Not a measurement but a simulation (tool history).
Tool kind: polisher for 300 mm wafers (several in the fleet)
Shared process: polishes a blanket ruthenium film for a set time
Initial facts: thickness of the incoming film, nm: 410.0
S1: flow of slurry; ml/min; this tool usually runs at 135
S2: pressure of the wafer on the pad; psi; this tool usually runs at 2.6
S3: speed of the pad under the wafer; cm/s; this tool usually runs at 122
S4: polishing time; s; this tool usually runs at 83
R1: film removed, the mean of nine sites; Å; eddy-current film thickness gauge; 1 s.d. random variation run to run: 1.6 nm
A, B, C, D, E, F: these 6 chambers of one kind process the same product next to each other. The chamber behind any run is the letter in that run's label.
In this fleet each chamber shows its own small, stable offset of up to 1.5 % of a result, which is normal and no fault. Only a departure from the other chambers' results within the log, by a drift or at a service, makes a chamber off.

run   hour   S1   S2   S3   S4      R1
 1D    5.5  135  2.6  122   83  1285.0
 2A   10.9  135  2.6  122   83  1266.7
 3E   16.1  135  2.6  122   83  1273.1
 4F   21.6  135  2.6  122   83  1294.7
 5C   30.4  135  2.6  122   83  1286.7
 6B   38.1  135  2.6  122   83  1263.2
 7C   43.3  135  2.6  122   83  1263.9
      46.2  -- chamber D: head pressure recalibrated
 8B   51.0  135  2.6  122   83  1230.3
 9D   55.5  135  2.6  122   83  1273.4
10A   59.9  135  2.6  122   83  1273.4
11F   67.2  135  2.6  122   83  1266.0
      69.3  -- chamber A: worn pad replaced by a new one
      73.3  -- chamber D: worn pad replaced by a new one
      73.4  -- chamber C: worn pad replaced by a new one
12E   76.3  135  2.6  160  108  2235.3
      78.4  -- chamber F: worn pad replaced by a new one
13C   82.4  135  2.6  160  108  2180.1
14B   89.4  135  2.6  160  108  2072.6
15F   96.6  135  2.6  160  108  2183.1
      98.2  -- chamber B: slurry nozzle cleaned
16E  100.8  135  2.6  160  108  2219.5
17D  107.8  135  2.6  160  108  2128.2
18A  113.0  135  2.6  122   83  1298.7
     118.9  -- chamber F: slurry nozzle cleaned
19C  120.0  135  2.6  122   83  1284.7
20F  127.3  170  2.6  122   83  1336.9
21A  131.4  170  2.6  122   83  1328.2
     136.2  -- chamber D: worn pad replaced by a new one
22E  136.3  170  2.6  122   83  1308.6
     141.9  -- chamber E: worn pad replaced by a new one
23B  144.9  170  2.6  122   83  1271.5
24D  150.1  170  2.6  122   83  1295.0
25C  158.8  170  2.6  122   83  1316.8
     165.6  -- chamber C: worn pad replaced by a new one
26D  166.9  135  2.6  122   83  1255.7
27B  171.9  135  2.6  122   83  1203.9
28A  178.4  135  2.6  122   83  1314.7
     181.4  -- chamber A: worn pad replaced by a new one
29F  186.8  135  2.6  122   83  1289.5
30E  193.7  135  3.1  122   92  1661.3
31B  200.7  135  3.1  122   92  1556.7
32D  207.0  135  3.1  122   92  1687.7
     209.1  -- chamber D: worn pad replaced by a new one
     212.1  -- chamber F: worn pad replaced by a new one
33C  215.5  135  3.1  122   92  1660.4
34A  221.6  135  3.1  122   92  1701.3
35E  226.0  135  3.1  122   92  1727.9
     229.2  -- chamber A: head pressure recalibrated
36F  230.0  135  2.6  122   83  1309.8
37D  235.3  135  2.6  122   83  1262.9
38E  239.8  160  2.6  122   73  1161.4
39C  245.6  160  2.6  122   73  1160.5
40B  252.9  160  2.6  122   73  1056.4
41A  259.9  160  2.6  122   73  1154.2
42F  267.0  160  2.6  122   73  1198.0
     269.9  -- chamber E: worn pad replaced by a new one
43E  275.7  160  2.6  122   73  1135.4

Predict what each chamber gives when all 6 of them run the settings below next.
44A  282.4  135  2.6  122  83   ?
44B  282.4  135  2.6  122  83   ?
44C  282.4  135  2.6  122  83   ?
44D  282.4  135  2.6  122  83   ?
44E  282.4  135  2.6  122  83   ?
44F  282.4  135  2.6  122  83   ?

run      R1
44A  1272.6
44B  1134.3
44C  1278.0
44D  1292.7
44E  1276.9
44F  1331.0
